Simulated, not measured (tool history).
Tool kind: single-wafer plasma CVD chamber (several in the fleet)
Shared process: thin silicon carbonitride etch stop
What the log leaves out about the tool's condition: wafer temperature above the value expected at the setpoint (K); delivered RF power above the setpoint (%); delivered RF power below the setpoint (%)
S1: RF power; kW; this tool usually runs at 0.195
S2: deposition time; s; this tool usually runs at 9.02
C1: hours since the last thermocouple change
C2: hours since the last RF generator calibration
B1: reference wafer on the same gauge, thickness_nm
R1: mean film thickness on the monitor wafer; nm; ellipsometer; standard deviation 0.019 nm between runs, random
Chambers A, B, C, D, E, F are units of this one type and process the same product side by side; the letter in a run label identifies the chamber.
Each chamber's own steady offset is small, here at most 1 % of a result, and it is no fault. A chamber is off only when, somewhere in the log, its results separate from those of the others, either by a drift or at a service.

| run | hour | S1 | S2 | C1 | C2 | B1 | R1 |
|---|---|---|---|---|---|---|---|
| 1D | 6.3 | 0.195 | 9.02 | 1057.9 | 1023.3 | 5.6402 | 5.0905 |
| 2E | 14.8 | 0.195 | 9.02 | 1013 | 197.9 | 5.6417 | 5.109 |
| 3F | 21.4 | 0.195 | 9.02 | 479.7 | 959.3 | 5.6399 | 5.0391 |
| 4B | 27.7 | 0.195 | 9.02 | 1381.1 | 1063.6 | 5.6356 | 5.1018 |
| 5A | 32.8 | 0.195 | 9.02 | 512.3 | 1724.4 | 5.6422 | 5.0639 |
| 6C | 39.8 | 0.195 | 9.02 | 685.6 | 629 | 5.6364 | 5.0713 |
| 7E | 45.9 | 0.195 | 9.97 | 1044.1 | 229 | 5.6426 | 5.6213 |
|  | 46.9 | chamber A: RF generator calibrated |
| 8F | 51.4 | 0.195 | 9.97 | 509.7 | 989.3 | 5.6415 | 5.6164 |
| 9C | 61.2 | 0.195 | 9.97 | 707 | 650.4 | 5.6399 | 5.6202 |
| 10B | 70.2 | 0.195 | 9.97 | 1423.6 | 1106.1 | 5.6416 | 5.6429 |
| 11A | 77.5 | 0.195 | 9.97 | 557 | 30.7 | 5.6472 | 5.5739 |
| 12D | 87.8 | 0.195 | 9.97 | 1139.4 | 1104.8 | 5.642 | 5.6445 |
| 13D | 96.5 | 0.195 | 9.02 | 1148.1 | 1113.5 | 5.6343 | 5.1224 |
| 14F | 102.8 | 0.195 | 9.02 | 561.1 | 1040.7 | 5.6435 | 5.0423 |
| 15C | 107.3 | 0.195 | 9.02 | 753.1 | 696.5 | 5.6435 | 5.0872 |
| 16A | 117.6 | 0.175 | 10.05 | 597.1 | 70.8 | 5.6388 | 5.4677 |
| 17E | 126.2 | 0.175 | 10.05 | 1124.4 | 309.3 | 5.6412 | 5.4914 |
| 18B | 132.6 | 0.175 | 10.05 | 1486 | 1168.5 | 5.6379 | 5.5083 |
| 19C | 142.8 | 0.175 | 10.05 | 788.6 | 732 | 5.6367 | 5.484 |
| 20E | 150.7 | 0.175 | 10.05 | 1148.9 | 333.8 | 5.6396 | 5.4797 |
| 21F | 158.4 | 0.175 | 10.05 | 616.7 | 1096.3 | 5.6399 | 5.4657 |
|  | 160.3 | chamber B: RF generator calibrated |
| 22D | 163.8 | 0.195 | 9.02 | 1215.4 | 1180.8 | 5.6394 | 5.121 |
| 23A | 171.8 | 0.195 | 9.02 | 651.3 | 125 | 5.6364 | 5.026 |
| 24B | 180 | 0.195 | 9.02 | 1533.4 | 19.7 | 5.6375 | 5.0785 |
| 25A | 184.8 | 0.195 | 9.02 | 664.3 | 138 | 5.6379 | 5.0403 |
| 26E | 194.9 | 0.195 | 9.02 | 1193.1 | 378 | 5.6443 | 5.0845 |
| 27D | 204.8 | 0.195 | 9.02 | 1256.4 | 1221.8 | 5.6418 | 5.1588 |
| 28B | 211.5 | 0.195 | 9.02 | 1564.9 | 51.2 | 5.6437 | 5.1006 |
| 29F | 216.7 | 0.195 | 9.02 | 675 | 1154.6 | 5.6353 | 5.0342 |
| 30C | 223.5 | 0.195 | 9.02 | 869.3 | 812.7 | 5.6386 | 5.0715 |
| 31A | 230.7 | 0.195 | 9.02 | 710.2 | 183.9 | 5.6358 | 5.0368 |
| 32E | 239.4 | 0.195 | 9.02 | 1237.6 | 422.5 | 5.6373 | 5.1236 |
| 33D | 245.7 | 0.195 | 9.02 | 1297.3 | 1262.7 | 5.6436 | 5.119 |
| 34B | 253.8 | 0.195 | 9.02 | 1607.2 | 93.5 | 5.6419 | 5.0655 |
| 35F | 260.7 | 0.215 | 9.6 | 719 | 1198.6 | 5.6437 | 5.5152 |
| 36C | 271 | 0.215 | 9.6 | 916.8 | 860.2 | 5.6355 | 5.5908 |
| 37A | 276.5 | 0.215 | 9.6 | 756 | 229.7 | 5.6348 | 5.5205 |
| 38C | 285.6 | 0.215 | 9.6 | 931.4 | 874.8 | 5.641 | 5.5491 |
| 39F | 290.2 | 0.215 | 9.6 | 748.5 | 1228.1 | 5.6371 | 5.5111 |
| 40E | 299.4 | 0.215 | 9.6 | 1297.6 | 482.5 | 5.6401 | 5.6167 |
| 41B | 307.5 | 0.195 | 9.02 | 1660.9 | 147.2 | 5.6382 | 5.0461 |
| 42D | 316.5 | 0.195 | 9.02 | 1368.1 | 1333.5 | 5.645 | 5.0915 |
| 43F | 326.5 | 0.195 | 9.02 | 784.8 | 1264.4 | 5.6411 | 5.0508 |
| 44D | 336.4 | 0.22 | 9.93 | 1388 | 1353.4 | 5.6478 | 5.8298 |

Next, every chamber runs the same settings. What will each give?
| 45A | 343.8 | 0.195 | 7.44 |  |  |  | ? |
| 45B | 343.8 | 0.195 | 7.44 |  |  |  | ? |
| 45C | 343.8 | 0.195 | 7.44 |  |  |  | ? |
| 45D | 343.8 | 0.195 | 7.44 |  |  |  | ? |
| 45E | 343.8 | 0.195 | 7.44 |  |  |  | ? |
| 45F | 343.8 | 0.195 | 7.44 |  |  |  | ? |

| run | R1 |
|---|---|
| 45A | 4.1558 |
| 45B | 4.1848 |
| 45C | 4.1858 |
| 45D | 4.222 |
| 45E | 4.2128 |
| 45F | 4.1429 |

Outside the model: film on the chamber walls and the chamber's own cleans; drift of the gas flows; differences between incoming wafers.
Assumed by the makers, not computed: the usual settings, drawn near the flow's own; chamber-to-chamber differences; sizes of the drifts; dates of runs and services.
